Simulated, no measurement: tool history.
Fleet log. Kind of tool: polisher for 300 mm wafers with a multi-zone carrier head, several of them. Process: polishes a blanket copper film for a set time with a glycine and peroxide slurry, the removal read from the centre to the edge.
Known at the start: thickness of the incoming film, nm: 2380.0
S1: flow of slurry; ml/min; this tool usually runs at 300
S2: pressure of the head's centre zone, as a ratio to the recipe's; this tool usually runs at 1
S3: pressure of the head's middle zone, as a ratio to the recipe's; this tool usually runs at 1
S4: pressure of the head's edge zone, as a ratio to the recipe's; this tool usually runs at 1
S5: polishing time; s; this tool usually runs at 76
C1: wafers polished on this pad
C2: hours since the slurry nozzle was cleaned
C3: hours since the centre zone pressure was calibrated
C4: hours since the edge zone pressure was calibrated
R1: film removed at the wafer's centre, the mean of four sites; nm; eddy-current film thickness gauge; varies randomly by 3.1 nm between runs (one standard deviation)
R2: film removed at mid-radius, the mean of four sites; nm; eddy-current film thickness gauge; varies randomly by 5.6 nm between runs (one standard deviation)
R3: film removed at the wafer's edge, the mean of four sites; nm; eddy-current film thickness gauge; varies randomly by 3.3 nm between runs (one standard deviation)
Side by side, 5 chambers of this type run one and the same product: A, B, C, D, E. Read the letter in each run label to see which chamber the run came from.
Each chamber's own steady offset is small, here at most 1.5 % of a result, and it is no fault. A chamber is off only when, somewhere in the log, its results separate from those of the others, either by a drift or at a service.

run   hour   S1  S2    S3   S4  S5    C1     C2      C3      C4      R1      R2      R3
       0.5  -- chamber A: worn pad replaced by a new one
       3.1  -- chamber D: worn pad replaced by a new one
 1C    7.6  300   1     1    1  76   496  549.1   373.2   832.5  490.03  492.22  490.42
 2A   11.1  300   1     1    1  76    80  212.6  1320.4      98  488.88   481.7  497.48
 3E     17  300   1     1    1  76   838  391.4   602.7  1255.7   486.1  487.43  486.71
 4D   20.7  300   1     1    1  76   134  524.1    45.5   200.3   488.4   490.4  485.63
      24.5  -- chamber E: edge zone pressure recalibrated
 5B   28.7  300   1     1    1  76   395   97.1   179.6   335.6  487.58  494.78  490.25
      29.7  -- chamber C: worn pad replaced by a new one
 6A   35.6  300   1     1    1  76   267  237.1  1344.9   122.5  486.14  475.29  493.71
 7D   41.9  300   1     1    1  76   296  545.3    66.7   221.5  488.72  495.84  494.42
 8C   46.2  300   1     1    1  76   126  587.7   411.8   871.1  480.63  488.34  483.02
 9B   52.8  300   1     1    1  76   579  121.2   203.7   359.7  482.54  482.14   497.4
10E   57.6  300   1     1    1  76  1147    432   643.3    33.2  490.44   488.5  491.69
      60.6  -- chamber E: worn pad replaced by a new one
11E     65  300   1     1    1  76    33  439.4   650.7    40.6  487.67  480.19  482.51
12C     72  300   1     1    1  76   323  613.5   437.6   896.9  491.51  483.27  489.31
      73.1  -- chamber B: worn pad replaced by a new one
13B   75.9  300   1     1    1  76    21  144.3   226.8   382.8  487.65  488.84  493.08
14A   79.9  300   1     1    1  76   605  281.4  1389.2   166.8  483.31  480.87  493.11
      81.7  -- chamber A: centre zone pressure recalibrated
15D   84.4  300   1     1    1  76   620  587.8   109.2     264  486.32   500.7  485.04
16A   89.5  300   1  1.07    1  76   678    291     7.8   176.4  482.26  532.66  496.37
17D   93.5  300   1  1.07    1  76   689  596.9   118.3   273.1  487.28  523.09  491.75
18E   99.4  300   1  1.07    1  76   295  473.8   685.1      75     488  526.76  490.88
      99.7  -- chamber E: centre zone pressure recalibrated
19B  103.3  300   1  1.07    1  76   230  171.7   254.2   410.2  485.29  512.74  487.28
20C  107.5  300   1  1.07    1  76   593    649   473.1   932.4  487.99  524.24  481.48
21E    114  300   1     1    1  76   407  488.4    14.3    89.6  454.62  490.96  490.38
22A  119.1  300   1     1    1  76   904  320.6    37.4     206  486.63  492.77  490.68
23C    127  300   1     1    1  76   742  668.5   492.6   951.9  487.74  482.99  485.46
     127.9  -- chamber D: worn pad replaced by a new one
     132.6  -- chamber B: edge zone pressure recalibrated
24D  133.5  300   1     1    1  76    43  636.9   158.3   313.1  487.44  491.98  485.15
     135.3  -- chamber A: slurry nozzle cleaned
       136  -- chamber C: worn pad replaced by a new one
25B  141.4  300   1     1    1  76   521  209.8   292.3     8.8  482.79  484.32   493.2
26E  147.5  300   1  0.91  1.1  76   662  521.9    47.8   123.1  460.37  455.94  513.31
27A  153.8  300   1  0.91  1.1  76  1168   18.5    72.1   240.7  481.43  441.35   521.2
28B  159.4  300   1  0.91  1.1  76   658  227.8   310.3    26.8  493.27  449.52  516.02
       160  -- chamber B: worn pad replaced by a new one
29C  163.4  300   1  0.91  1.1  76   208  704.9     529   988.3  480.33  440.65  517.27
30D    167  300   1  0.91  1.1  76   298  670.4   191.8   346.6  486.36  440.21  514.12
31D  173.7  300   1     1    1  76   349  677.1   198.5   353.3  481.61  488.02  493.21
32C  179.4  300   1     1    1  76   330  720.9     545  1004.3  485.35  483.65  485.02
     183.3  -- chamber A: worn pad replaced by a new one
33E  186.1  245   1     1    1  76   956  560.5    86.4   161.7  445.76  476.08  476.83
34B  191.8  245   1     1    1  76   242  260.2   342.7    59.2  478.36  477.45  480.26
35A  198.9  245   1     1    1  76   119   63.6   117.2   285.8  477.07  483.06  490.65
     199.5  -- chamber E: worn pad replaced by a new one
36A  204.4  245   1     1    1  76   161   69.1   122.7   291.3  478.33   476.6  486.78
37E  209.9  245   1     1    1  76    79  584.3   110.2   185.5  442.19  481.06  478.63
38C  216.2  300   1     1    1  76   611  757.7   581.8  1041.1  480.58  483.62  485.51
       218  -- chamber C: slurry nozzle cleaned
39D  221.7  300   1     1    1  76   715  725.1   246.5   401.3  486.88  493.46  495.45
40B  228.8  300   1     1    1  76   524  297.2   379.7    96.2  484.48  485.91  488.87
     230.1  -- chamber D: worn pad replaced by a new one
41E  234.7  300   1     1    1  76   268  609.1     135   210.3  455.93  483.18  491.13
     235.9  -- chamber D: slurry nozzle cleaned
       237  -- chamber C: worn pad replaced by a new one
42D  241.7  300   1     1    1  76    88    5.9   266.5   421.3  489.47  490.77  487.65
43C  245.4  255   1     1    1  68    64   27.5     611  1070.3  421.47  416.97  433.34
44A  251.6  255   1     1    1  68   521  116.3   169.9   338.5  420.07  428.41  434.64

Predict what each chamber gives when all 5 of them run the settings below next.
45A  257.4  300   1   1   1  68                   ?   ?   ?
45B  257.4  300   1   1   1  68                   ?   ?   ?
45C  257.4  300   1   1   1  68                   ?   ?   ?
45D  257.4  300   1   1   1  68                   ?   ?   ?
45E  257.4  300   1   1   1  68                   ?   ?   ?

run      R1      R2      R3
45A  430.14  432.21  436.77
45B   429.2  436.29  435.61
45C  437.82  446.38  436.86
45D  438.65  443.11  435.73
45E  404.86  436.94  439.13
